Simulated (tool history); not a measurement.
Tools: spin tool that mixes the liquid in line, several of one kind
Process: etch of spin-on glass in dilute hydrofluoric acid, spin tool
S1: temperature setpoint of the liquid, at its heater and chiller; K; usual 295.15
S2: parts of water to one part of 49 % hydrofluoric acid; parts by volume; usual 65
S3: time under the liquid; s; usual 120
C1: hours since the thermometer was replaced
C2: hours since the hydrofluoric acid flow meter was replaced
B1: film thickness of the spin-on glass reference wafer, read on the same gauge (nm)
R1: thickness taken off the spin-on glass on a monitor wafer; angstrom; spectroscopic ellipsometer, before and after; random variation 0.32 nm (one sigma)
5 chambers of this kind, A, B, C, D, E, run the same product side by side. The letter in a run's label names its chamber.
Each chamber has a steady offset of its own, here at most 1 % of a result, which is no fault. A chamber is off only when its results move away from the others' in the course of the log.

run	hour	S1	S2	S3	C1	C2	B1	R1
1C	5.7	295.15	65	120	480.4	455	89.991	583.28
2D	10.9	295.15	65	120	1366.3	522.1	89.969	583.13
3B	15.6	295.15	65	120	903.1	839.3	89.957	584.94
4A	19.9	295.15	65	120	76.5	1108.8	90.005	583.71
# hour 22.9: chamber B: hydrofluoric acid flow meter replaced
5E	25.7	295.15	65	120	692.5	192.9	89.964	585.06
6C	30.2	295.15	65	120	504.9	479.5	89.949	585.38
7B	34.6	295.15	65	120	922.1	11.7	90.003	578.93
# hour 39.3: chamber C: hydrofluoric acid flow meter replaced
8D	40.1	295.15	65	120	1395.5	551.3	89.967	578.69
9E	44.4	295.15	65	120	711.2	211.6	90.032	580.27
10A	50.2	295.15	65	120	106.8	1139.1	89.995	582.64
11C	55.5	295.15	65	120	530.2	16.2	89.992	583.04
12E	58.8	295.15	65	120	725.6	226	90.004	581.98
13D	63.1	295.15	65	120	1418.5	574.3	90.003	583.13
14A	66.2	295.15	65	120	122.8	1155.1	89.967	581.21
15B	71.9	295.15	65	120	959.4	49	90.011	566.84
16E	74.9	295.15	65	120	741.7	242.1	90.016	582.94
17D	79.7	295.15	65	120	1435.1	590.9	90.027	583.74
18C	85.4	295.15	65	120	560.1	46.1	90.01	584.88
19B	89.8	295.15	65	120	977.3	66.9	90.043	570.69
20A	95.4	295.15	65	120	152	1184.3	90	580.94
21C	99.8	295.15	65	120	574.5	60.5	89.979	581.4
22B	104.7	299.15	65	180	992.2	81.8	90.016	1001.4
23E	108.3	299.15	65	180	775.1	275.5	90.005	1017.4
24A	111	299.15	65	180	167.6	1199.9	89.994	1027.1
25D	114.1	299.15	65	180	1469.5	625.3	89.975	1035.3
26A	119.4	299.15	65	180	176	1208.3	90.027	1026.2
27E	125.3	295.15	65	120	792.1	292.5	90.043	579.69
28B	129.3	295.15	40	120	1016.8	106.4	90.017	931.19
29D	132.9	295.15	40	120	1488.3	644.1	89.948	997.88
30C	136.3	295.15	40	120	611	97	89.996	987.33
31D	141.9	295.15	40	120	1497.3	653.1	90.007	989.27
32B	144.6	295.15	40	120	1032.1	121.7	90.016	924.55
33A	149.9	295.15	65	120	206.5	1238.8	90.04	580.28
34C	155.2	295.15	65	120	629.9	115.9	89.98	586.88
35E	160.3	295.15	65	120	827.1	327.5	89.982	576.97

Next, every chamber runs the same settings. What will each give?
36A	164.7	295.15	65	120				?
36B	164.7	295.15	65	120				?
36C	164.7	295.15	65	120				?
36D	164.7	295.15	65	120				?
36E	164.7	295.15	65	120				?

run	R1
36A	590.64
36B	553.24
36C	581.64
36D	587.69
36E	585.98
